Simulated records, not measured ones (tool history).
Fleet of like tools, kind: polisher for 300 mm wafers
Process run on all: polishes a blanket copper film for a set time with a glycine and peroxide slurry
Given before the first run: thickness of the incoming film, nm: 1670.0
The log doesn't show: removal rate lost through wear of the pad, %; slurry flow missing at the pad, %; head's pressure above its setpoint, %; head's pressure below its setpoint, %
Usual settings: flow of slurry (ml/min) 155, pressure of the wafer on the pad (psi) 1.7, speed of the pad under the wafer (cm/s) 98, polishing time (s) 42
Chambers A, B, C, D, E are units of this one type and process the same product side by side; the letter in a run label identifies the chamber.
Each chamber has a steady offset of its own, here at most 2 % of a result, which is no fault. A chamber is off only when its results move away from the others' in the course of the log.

run,hour,flow of slurry (ml/min),pressure of the wafer on the pad (psi),speed of the pad under the wafer (cm/s),polishing time (s),wafers polished on this pad,hours since the slurry nozzle was cleaned,hours since the head pressure was calibrated,film removed (nm)
# hour 2: chamber E: worn pad replaced by a new one
# hour 6.3: chamber C: worn pad replaced by a new one
1E,10.1,155,1.7,98,42,129,260.7,625.1,149.99
2C,18.6,155,1.7,98,42,198,346.4,912.7,152.71
3B,28,155,1.7,98,42,1000,72.8,441.8,149.75
# hour 38.9: chamber D: worn pad replaced by a new one
4D,39.5,155,1.7,98,42,9,361.7,232.3,150.06
# hour 40.6: chamber A: worn pad replaced by a new one
5A,46.3,155,1.7,98,42,91,373.7,687.9,149.85
# hour 47.4: chamber B: worn pad replaced by a new one
6A,52.6,155,1.7,98,42,192,380,694.2,148.74
# hour 58.9: chamber E: worn pad replaced by a new one
# hour 59: chamber C: worn pad replaced by a new one
7C,64.6,155,1.7,98,42,89,392.4,958.7,152.9
8B,75.1,155,1.7,98,42,443,119.9,488.9,149.25
9E,83,155,1.7,98,42,386,333.6,698,147.91
10D,92.8,155,2.2,98,42,863,415,285.6,180.95
# hour 94: chamber D: worn pad replaced by a new one
# hour 101: chamber A: worn pad replaced by a new one
11D,104.2,155,2.2,98,42,163,426.4,297,185.33
# hour 110: chamber E: worn pad replaced by a new one
12E,112.6,155,2.2,98,42,42,363.2,727.6,178.89
# hour 113.8: chamber C: worn pad replaced by a new one
13A,121.1,155,2.2,98,42,322,448.5,762.7,183.06
# hour 127.3: chamber B: worn pad replaced by a new one
14C,128.5,155,2.2,98,42,235,456.3,1022.6,184.57
15B,140.7,155,1.7,98,42,215,185.5,554.5,145.76
16A,152.8,155,1.7,74,42,829,480.2,794.4,122.74
# hour 154.2: chamber D: worn pad replaced by a new one
# hour 160.3: chamber A: worn pad replaced by a new one
17B,161.9,155,1.7,74,42,554,206.7,575.7,120.48
# hour 166.1: chamber E: worn pad replaced by a new one
# hour 167.5: chamber C: worn pad replaced by a new one
18E,172.2,155,1.7,74,42,99,422.8,787.2,121.94
19D,181.6,155,1.7,74,42,438,503.8,374.4,123.62
20C,191,155,1.7,74,42,376,518.8,1085.1,124.05
21A,199.8,155,1.7,98,42,633,527.2,841.4,148.9
22D,205.3,155,1.7,98,42,818,527.5,398.1,151.36
# hour 206.2: chamber D: worn pad replaced by a new one
# hour 206.6: chamber B: worn pad replaced by a new one
# hour 212.3: chamber E: head pressure recalibrated
23B,213.7,155,1.7,98,42,115,258.5,627.5,144.86
24C,224,155,1.7,98,42,904,551.8,1118.1,152.87
# hour 226.2: chamber E: worn pad replaced by a new one
# hour 226.8: chamber C: worn pad replaced by a new one
25E,229.7,155,1.7,98,42,57,480.3,17.4,148.11
# hour 233.6: chamber B: slurry nozzle cleaned
# hour 234.8: chamber A: worn pad replaced by a new one
26B,239.4,155,1.7,98,42,526,5.9,653.2,145.27
27E,246,155,1.7,98,42,317,496.6,33.7,149.37
28C,253.3,155,1.7,98,42,425,581.1,1147.4,152.43
# hour 258.7: chamber D: worn pad replaced by a new one
29D,265.5,155,1.7,98,42,109,587.7,458.3,150.85
30A,271.8,155,1.7,98,42,592,599.2,913.4,149.72

For the next run the whole fleet of 5 chambers uses the same settings. Give each chamber's results:
31A,280.7,155,1.7,98,42,,,,?
31B,280.7,155,1.7,98,42,,,,?
31C,280.7,155,1.7,98,42,,,,?
31D,280.7,155,1.7,98,42,,,,?
31E,280.7,155,1.7,98,42,,,,?

run,film removed (nm)
31A,148.47
31B,143
31C,151.63
31D,150.07
31E,149.89
